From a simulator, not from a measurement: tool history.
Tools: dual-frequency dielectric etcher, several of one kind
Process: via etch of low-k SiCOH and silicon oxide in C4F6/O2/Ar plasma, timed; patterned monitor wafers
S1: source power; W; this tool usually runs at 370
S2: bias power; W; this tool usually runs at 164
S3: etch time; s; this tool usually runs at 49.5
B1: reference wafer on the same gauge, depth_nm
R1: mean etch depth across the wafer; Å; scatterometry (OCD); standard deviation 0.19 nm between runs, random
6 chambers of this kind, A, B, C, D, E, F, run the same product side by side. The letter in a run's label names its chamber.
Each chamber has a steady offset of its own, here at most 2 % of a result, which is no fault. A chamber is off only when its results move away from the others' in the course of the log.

run,hour,S1,S2,S3,B1,R1
1B,5.1,370,164,49.5,133.99,1218.9
2D,7.9,370,164,49.5,133.94,1194
3E,10.8,370,164,49.5,133.91,1226.3
4F,16,370,164,49.5,133.86,1213.4
5A,19.2,370,164,49.5,133.84,1203.1
6C,23.6,370,164,49.5,133.9,1204
7B,27.3,370,164,49.5,133.85,1216.6
8F,31.9,370,164,49.5,133.78,1210.9
# hour 35.7: chamber F: wet clean of the chamber
9C,36,370,164,49.5,133.77,1203.2
10E,41.2,370,164,49.5,133.79,1224.9
11D,44.5,370,164,49.5,133.77,1194.6
# hour 47.1: chamber A: wet clean of the chamber
12A,49.7,370,164,49.5,133.76,1207.8
13B,54.6,370,164,49.5,133.69,1211.9
14E,57.3,370,164,49.5,133.69,1226
15A,61.4,370,164,49.5,133.7,1205
16D,65.1,370,164,49.5,133.65,1190
17C,67.9,370,164,49.5,133.63,1202.8
18F,71.8,370,164,49.5,133.62,1210.2
19A,74.4,370,164,49.5,133.6,1203.5
# hour 75.3: chamber C: wet clean of the chamber
20E,76.9,370,164,49.5,133.55,1224.8
21B,79.5,330,164,49.5,133.59,1161.8
22D,83.5,330,164,49.5,133.54,1140.4
23F,87.7,330,164,49.5,133.53,1155.1
24C,90.5,330,164,49.5,133.5,1150.8
25F,95.4,330,164,49.5,133.5,1152.7
26E,100.2,330,164,49.5,133.38,1167.4
27B,105.3,370,164,49.5,133.42,1216.2
28A,109.2,370,164,62.5,133.37,1516.9
29D,112.4,370,164,62.5,133.38,1505.4
30C,115.7,370,164,62.5,133.33,1519
31F,120.5,370,164,62.5,133.31,1522.8
32B,123.1,370,164,62.5,133.24,1524.5
33A,127.3,370,164,62.5,133.31,1513.5
34C,131,370,164,49.5,133.21,1201.2
35D,134.1,370,164,49.5,133.18,1188.2
36E,136.7,290,164,49.5,133.29,1107.9
37F,139.8,290,164,49.5,133.22,1094.6
38E,144.9,290,164,49.5,133.17,1108
39C,149.4,290,164,49.5,133.12,1093.5

Next, every chamber runs the same settings. What will each give?
40A,153.2,370,150,49.5,,?
40B,153.2,370,150,49.5,,?
40C,153.2,370,150,49.5,,?
40D,153.2,370,150,49.5,,?
40E,153.2,370,150,49.5,,?
40F,153.2,370,150,49.5,,?

run,R1
40A,1165.1
40B,1176.4
40C,1165.6
40D,1152.3
40E,1185.6
40F,1175.3
